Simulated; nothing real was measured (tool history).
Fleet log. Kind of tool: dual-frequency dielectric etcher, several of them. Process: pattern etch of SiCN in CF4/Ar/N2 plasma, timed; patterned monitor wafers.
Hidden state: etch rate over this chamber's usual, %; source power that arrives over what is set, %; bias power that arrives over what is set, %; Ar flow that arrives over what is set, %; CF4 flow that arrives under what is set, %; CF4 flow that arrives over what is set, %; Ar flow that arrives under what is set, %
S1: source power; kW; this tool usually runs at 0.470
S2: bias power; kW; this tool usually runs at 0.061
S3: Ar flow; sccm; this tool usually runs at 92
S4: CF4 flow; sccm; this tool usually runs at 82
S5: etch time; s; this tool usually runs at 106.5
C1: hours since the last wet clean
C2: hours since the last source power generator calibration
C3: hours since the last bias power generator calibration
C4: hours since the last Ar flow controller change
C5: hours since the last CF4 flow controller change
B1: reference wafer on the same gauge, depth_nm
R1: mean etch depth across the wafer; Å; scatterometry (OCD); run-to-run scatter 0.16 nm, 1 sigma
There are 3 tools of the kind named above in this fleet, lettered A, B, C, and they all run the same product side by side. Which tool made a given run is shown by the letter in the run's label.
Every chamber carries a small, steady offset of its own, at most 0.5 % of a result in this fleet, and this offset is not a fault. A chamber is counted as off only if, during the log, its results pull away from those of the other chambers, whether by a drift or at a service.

run   hour     S1     S2   S3  S4     S5     C1      C2      C3      C4      C5      B1      R1
 1B    5.6  0.470  0.061   92  82  106.5  113.2  2660.5  1175.2   577.3   420.1  89.867  929.11
 2A   11.2  0.470  0.061   92  82  106.5  178.6  4638.4   880.6   275.1  1127.9  89.878  936.50
 3C   18.2  0.470  0.061   92  82  106.5  473.9  3218.3    77.9  1913.7  3410.2  89.822  940.08
 4C   21.8  0.470  0.061   92  82  106.5  477.5  3221.9    81.5  1917.3  3413.8  89.806  937.72
 5B   24.9  0.470  0.061   92  82  106.5  132.5  2679.8  1194.5   596.6   439.4  89.822  930.30
 6A   30.8  0.470  0.061   92  82  106.5  198.2  4658.0   900.2   294.7  1147.5  89.774  934.40
 7C   37.1  0.470  0.061   92  82  106.5  492.8  3237.2    96.8  1932.6  3429.1  89.794  934.18
 8B   41.3  0.470  0.061  102  82  106.5  148.9  2696.2  1210.9   613.0   455.8  89.686  915.14
 9A   44.6  0.470  0.061  102  82  106.5  212.0  4671.8   914.0   308.5  1161.3  89.710  922.28
10A   50.8  0.470  0.061  102  82  106.5  218.2  4678.0   920.2   314.7  1167.5  89.683  924.10
11B   54.6  0.360  0.073   92  82  106.5  162.2  2709.5  1224.2   626.3   469.1  89.652  776.53
12C   59.3  0.360  0.073   92  82  106.5  515.0  3259.4   119.0  1954.8  3451.3  89.636  781.99
13C   62.9  0.360  0.073   92  82  106.5  518.6  3263.0   122.6  1958.4  3454.9  89.607  783.90
14B   66.6  0.470  0.061   92  82  106.5  174.2  2721.5  1236.2   638.3   481.1  89.630  926.34
15A   70.9  0.470  0.061   92  82  106.5  238.3  4698.1   940.3   334.8  1187.6  89.561  937.43
16C   74.6  0.470  0.061   92  82  106.5  530.3  3274.7   134.3  1970.1  3466.6  89.592  935.10
17A   79.7  0.470  0.061   92  82  106.5  247.1  4706.9   949.1   343.6  1196.4  89.514  934.26
18B   86.4  0.470  0.061   92  82  106.5  194.0  2741.3  1256.0   658.1   500.9  89.539  927.73
19B   92.2  0.360  0.061   92  82  106.5  199.8  2747.1  1261.8   663.9   506.7  89.566  731.41
20A   96.9  0.360  0.061   92  82  106.5  264.3  4724.1   966.3   360.8  1213.6  89.467  740.33
21C  101.4  0.360  0.061   92  82  106.5  557.1  3301.5   161.1  1996.9  3493.4  89.498  735.80
22A  107.6  0.470  0.061   92  82  106.5  275.0  4734.8   977.0   371.5  1224.3  89.415  935.42
23B  114.7  0.470  0.061   92  82  106.5  222.3  2769.6  1284.3   686.4   529.2  89.429  927.52
24C  117.8  0.470  0.061   92  82  106.5  573.5  3317.9   177.5  2013.3  3509.8  89.412  934.43
25B  124.8  0.470  0.061   92  82  106.5  232.4  2779.7  1294.4   696.5   539.3  89.345  922.61
26A  130.0  0.470  0.073   92  82  106.5  297.4  4757.2   999.4   393.9  1246.7  89.340  989.53
27C  135.5  0.470  0.073   92  82  106.5  591.2  3335.6   195.2  2031.0  3527.5  89.333  989.66
28C  140.5  0.470  0.073   92  82  106.5  596.2  3340.6   200.2  2036.0  3532.5  89.336  991.25
29B  145.7  0.590  0.061   92  82   75.5  253.3  2800.6  1315.3   717.4   560.2  89.263  799.58

For the next run the whole fleet of 3 chambers uses the same settings. Give each chamber's results:
30A  150.8  0.470  0.061  92  82  106.5                           ?
30B  150.8  0.470  0.061  92  82  106.5                           ?
30C  150.8  0.470  0.061  92  82  106.5                           ?

run      R1
30A  929.00
30B  925.10
30C  934.15
